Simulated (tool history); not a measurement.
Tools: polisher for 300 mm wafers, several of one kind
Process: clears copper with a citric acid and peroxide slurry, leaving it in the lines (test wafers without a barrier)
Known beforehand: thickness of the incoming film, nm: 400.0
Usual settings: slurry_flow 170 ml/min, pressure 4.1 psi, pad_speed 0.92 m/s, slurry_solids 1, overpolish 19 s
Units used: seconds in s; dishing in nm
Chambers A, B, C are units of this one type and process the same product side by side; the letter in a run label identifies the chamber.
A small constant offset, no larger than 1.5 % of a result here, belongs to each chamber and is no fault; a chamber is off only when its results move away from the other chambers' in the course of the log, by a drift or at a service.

| run | hour | slurry_flow | pressure | pad_speed | slurry_solids | overpolish | seconds | dishing |
|---|---|---|---|---|---|---|---|---|
|  | 4.3 | chamber B: slurry blender recalibrated |
| 1B | 7.1 | 170 | 4.1 | 0.92 | 1 | 19 | 171.95 | 31.324 |
| 2C | 13.7 | 170 | 4.1 | 0.92 | 1 | 19 | 172.1 | 31.145 |
| 3A | 20.8 | 170 | 4.1 | 0.92 | 1 | 19 | 171.37 | 29.852 |
| 4B | 24.9 | 170 | 4.1 | 0.92 | 1 | 19 | 169.78 | 29.705 |
| 5C | 30.8 | 170 | 4.1 | 0.92 | 1 | 19 | 170.4 | 31.057 |
| 6A | 36.6 | 205 | 4.1 | 0.92 | 1 | 9 | 164.08 | 16.356 |
| 7C | 43.2 | 205 | 4.1 | 0.92 | 1 | 9 | 169.43 | 16.238 |
|  | 43.6 | chamber B: head pressure recalibrated |
|  | 49.9 | chamber C: worn pad replaced by a new one |
| 8B | 50.7 | 205 | 4.1 | 0.92 | 1 | 9 | 164.94 | 15.738 |
| 9A | 55.9 | 130 | 4.1 | 0.92 | 1 | 13 | 178.09 | 21.148 |
| 10B | 60.8 | 130 | 4.1 | 0.92 | 1 | 13 | 182.24 | 20.68 |
| 11C | 68.2 | 130 | 4.1 | 0.92 | 1 | 13 | 179.17 | 20.451 |
|  | 68.9 | chamber C: slurry nozzle cleaned |
| 12A | 72.2 | 170 | 4.1 | 0.92 | 1 | 19 | 172.96 | 30.155 |
|  | 76.9 | chamber A: slurry blender recalibrated |
| 13B | 77.4 | 170 | 4.1 | 0.92 | 1 | 19 | 171.77 | 30.062 |
| 14A | 84.7 | 170 | 4.1 | 0.92 | 1 | 19 | 171.38 | 30.354 |
| 15C | 88 | 170 | 4.1 | 0.92 | 1 | 19 | 172.95 | 30.815 |
| 16C | 92.7 | 170 | 4.1 | 0.92 | 1 | 19 | 165.94 | 31.872 |
| 17A | 98.9 | 170 | 4.1 | 0.92 | 1 | 16 | 182.04 | 25.935 |
| 18B | 104 | 170 | 4.1 | 0.92 | 1 | 16 | 171.22 | 25.908 |
| 19C | 108.6 | 170 | 4.1 | 0.92 | 1 | 16 | 168.46 | 27.238 |
|  | 108.7 | chamber A: slurry nozzle cleaned |
| 20B | 115.5 | 170 | 4.1 | 0.62 | 1 | 19 | 250.25 | 22.443 |
|  | 122.2 | chamber C: slurry blender recalibrated |
| 21A | 122.9 | 170 | 4.1 | 0.62 | 1 | 19 | 265.47 | 21.147 |
| 22C | 127.8 | 170 | 4.1 | 0.62 | 1 | 19 | 241.91 | 21.996 |
|  | 132.1 | chamber B: slurry blender recalibrated |
| 23B | 133.6 | 170 | 4.1 | 0.92 | 1 | 19 | 176.01 | 31.236 |
| 24A | 137.1 | 170 | 4.1 | 0.92 | 1 | 19 | 181.18 | 29.119 |
| 25B | 141.8 | 170 | 4.1 | 0.92 | 1 | 19 | 173.18 | 30.298 |
| 26C | 148.7 | 170 | 4.1 | 0.92 | 1 | 19 | 166.42 | 31.22 |
| 27A | 153 | 170 | 4.1 | 0.92 | 1 | 19 | 185.71 | 29.139 |
|  | 158.3 | chamber B: worn pad replaced by a new one |
| 28C | 158.5 | 170 | 4.1 | 0.92 | 1 | 19 | 173.33 | 31.177 |
| 29A | 163.4 | 170 | 4.1 | 0.92 | 1 | 19 | 186.6 | 27.694 |
| 30B | 170.6 | 170 | 4.1 | 0.92 | 1.3 | 19 | 163.92 | 32.251 |

Has any chamber moved away from the others, gradually or after a service, or does the common gauge drift, or do the chambers differ only by their own small steady offsets? State the chamber and the most likely cause if one applies.

It is chamber A that slowly wanders off from its peers.
Most likely cause: removal rate lost through wear of the pad, % = 10.5.
Not necessarily distinguishable in this log from: head's pressure below its setpoint, %.

Below are 4 candidate recipes for chamber A's next run, each the usual settings with a change, their results shown as question marks. Which of them brings A's results back in line with what the other chambers give on the usual settings?
In-line tolerance around the mean of the other chambers on the usual settings: seconds 7.9 s; dishing 2 nm
| 31A-1 | 176 | 170 | 4.3 | 0.98 | 1 | 19 | ? | ? |
| 31A-2 | 176 | 165 | 3.7 | 0.82 | 1 | 19 | ? | ? |
| 31A-3 | 176 | 175 | 4.5 | 1.02 | 1 | 19 | ? | ? |
| 31A-4 | 176 | 170 | 3.9 | 0.86 | 1 | 19 | ? | ? |

On the usual settings, the other chambers give on average: seconds 171.28 s; dishing 30.861 nm
| run | seconds | dishing |
|---|---|---|
| 31A-1 | 170.91 | 30.984 |
| 31A-2 | 236.43 | 23.164 |
| 31A-3 | 156.53 | 33.469 |
| 31A-4 | 213.52 | 25.41 |
31A-1 puts the chamber back in line with the other chambers.
